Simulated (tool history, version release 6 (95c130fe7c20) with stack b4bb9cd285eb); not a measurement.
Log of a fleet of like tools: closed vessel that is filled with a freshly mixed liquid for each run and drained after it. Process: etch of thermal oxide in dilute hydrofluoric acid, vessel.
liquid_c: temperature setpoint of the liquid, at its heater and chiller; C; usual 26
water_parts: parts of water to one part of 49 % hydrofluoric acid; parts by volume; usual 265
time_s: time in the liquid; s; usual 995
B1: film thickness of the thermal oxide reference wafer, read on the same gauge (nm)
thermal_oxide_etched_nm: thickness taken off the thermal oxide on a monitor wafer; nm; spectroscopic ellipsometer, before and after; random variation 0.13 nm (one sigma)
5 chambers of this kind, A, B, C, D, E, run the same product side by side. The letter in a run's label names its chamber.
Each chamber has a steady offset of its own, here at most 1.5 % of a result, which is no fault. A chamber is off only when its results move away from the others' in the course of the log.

Run 1E, hour 4.7: usual settings; B1 120.01. Result: thermal_oxide_etched_nm 15.691 nm.
Run 2C, hour 10.3: usual settings; B1 119.97. Result: thermal_oxide_etched_nm 15.401 nm.
Run 3D, hour 16.5: usual settings; B1 120.03. Result: thermal_oxide_etched_nm 15.668 nm.
Run 4A, hour 19.8: usual settings; B1 120.02. Result: thermal_oxide_etched_nm 15.51 nm.
Run 5B, hour 23.3: usual settings; B1 119.98. Result: thermal_oxide_etched_nm 15.749 nm.
Run 6C, hour 28.2: usual settings; B1 120.01. Result: thermal_oxide_etched_nm 15.387 nm.
Run 7B, hour 33.1: usual settings but liquid_c 22.5 C, time_s 440 s; B1 120. Result: thermal_oxide_etched_nm 6.1345 nm.
Run 8E, hour 39.4: usual settings but liquid_c 22.5 C, time_s 440 s; B1 120.01. Result: thermal_oxide_etched_nm 6.1255 nm.
Run 9A, hour 44.3: usual settings but liquid_c 22.5 C, time_s 440 s; B1 120. Result: thermal_oxide_etched_nm 6.1196 nm.
Run 10D, hour 50.8: usual settings but liquid_c 22.5 C, time_s 440 s; B1 119.96. Result: thermal_oxide_etched_nm 6.1964 nm.
Run 11C, hour 55.2: usual settings but liquid_c 22.5 C, time_s 440 s; B1 120. Result: thermal_oxide_etched_nm 5.9688 nm.
Run 12A, hour 58.2: usual settings; B1 119.97. Result: thermal_oxide_etched_nm 15.438 nm.
Run 13E, hour 63.7: usual settings; B1 120.02. Result: thermal_oxide_etched_nm 15.618 nm.
Run 14B, hour 67.5: usual settings; B1 119.99. Result: thermal_oxide_etched_nm 15.74 nm.
Run 15D, hour 73.8: usual settings but liquid_c 27.5 C, time_s 1290 s; B1 119.99. Result: thermal_oxide_etched_nm 21.416 nm.
Run 16D, hour 77.7: usual settings but liquid_c 27.5 C, time_s 1290 s; B1 119.99. Result: thermal_oxide_etched_nm 21.519 nm.
Run 17A, hour 83.7: usual settings but liquid_c 27.5 C, time_s 1290 s; B1 120.01. Result: thermal_oxide_etched_nm 21.19 nm.
Run 18E, hour 89.6: usual settings but liquid_c 27.5 C, time_s 1290 s; B1 119.97. Result: thermal_oxide_etched_nm 21.524 nm.
Run 19C, hour 95.2: usual settings but liquid_c 27.5 C, time_s 1290 s; B1 120. Result: thermal_oxide_etched_nm 20.869 nm.
Run 20B, hour 101.4: usual settings; B1 119.98. Result: thermal_oxide_etched_nm 15.92 nm.
Run 21D, hour 105.4: usual settings; B1 119.99. Result: thermal_oxide_etched_nm 15.379 nm.
Run 22A, hour 110.9: usual settings; B1 120. Result: thermal_oxide_etched_nm 15.396 nm.
Run 23E, hour 116: usual settings; B1 120.05. Result: thermal_oxide_etched_nm 15.579 nm.
Run 24B, hour 120.9: usual settings; B1 120.01. Result: thermal_oxide_etched_nm 15.391 nm.
Run 25C, hour 127.3: usual settings; B1 120.02. Result: thermal_oxide_etched_nm 15.308 nm.
Run 26C, hour 132.9: usual settings; B1 120.02. Result: thermal_oxide_etched_nm 15.415 nm.
Run 27D, hour 137.8: usual settings but water_parts 200 parts by volume, time_s 720 s; B1 120.01. Result: thermal_oxide_etched_nm 15.691 nm.
Run 28E, hour 142.4: usual settings but water_parts 200 parts by volume, time_s 720 s; B1 119.99. Result: thermal_oxide_etched_nm 16.466 nm.
Run 29B, hour 145.7: usual settings but water_parts 200 parts by volume, time_s 720 s; B1 120.02. Result: thermal_oxide_etched_nm 16.086 nm.
Run 30A, hour 151.6: usual settings but water_parts 200 parts by volume, time_s 720 s; B1 120. Result: thermal_oxide_etched_nm 15.848 nm.
Run 31A, hour 154.8: usual settings but water_parts 200 parts by volume, time_s 720 s; B1 120.01. Result: thermal_oxide_etched_nm 15.676 nm.
Run 32C, hour 160.4: usual settings but water_parts 310 parts by volume, time_s 785 s; B1 120.02. Result: thermal_oxide_etched_nm 9.9092 nm.
Run 33D, hour 166.8: usual settings but water_parts 310 parts by volume, time_s 785 s; B1 120. Result: thermal_oxide_etched_nm 9.5704 nm.
Run 34B, hour 172.1: usual settings but water_parts 310 parts by volume, time_s 785 s; B1 120. Result: thermal_oxide_etched_nm 10.15 nm.
Run 35E, hour 176.8: usual settings but water_parts 310 parts by volume, time_s 785 s; B1 120.02. Result: thermal_oxide_etched_nm 10.031 nm.

All 5 chambers run these settings next. Forecast each chamber's results:
Run 36A, hour 181.5: usual settings. Result: thermal_oxide_etched_nm ?.
Run 36B, hour 181.5: usual settings. Result: thermal_oxide_etched_nm ?.
Run 36C, hour 181.5: usual settings. Result: thermal_oxide_etched_nm ?.
Run 36D, hour 181.5: usual settings. Result: thermal_oxide_etched_nm ?.
Run 36E, hour 181.5: usual settings. Result: thermal_oxide_etched_nm ?.

run  thermal_oxide_etched_nm
36A                   15.492
36B                   15.659
36C                   15.304
36D                   14.438
36E                   15.943

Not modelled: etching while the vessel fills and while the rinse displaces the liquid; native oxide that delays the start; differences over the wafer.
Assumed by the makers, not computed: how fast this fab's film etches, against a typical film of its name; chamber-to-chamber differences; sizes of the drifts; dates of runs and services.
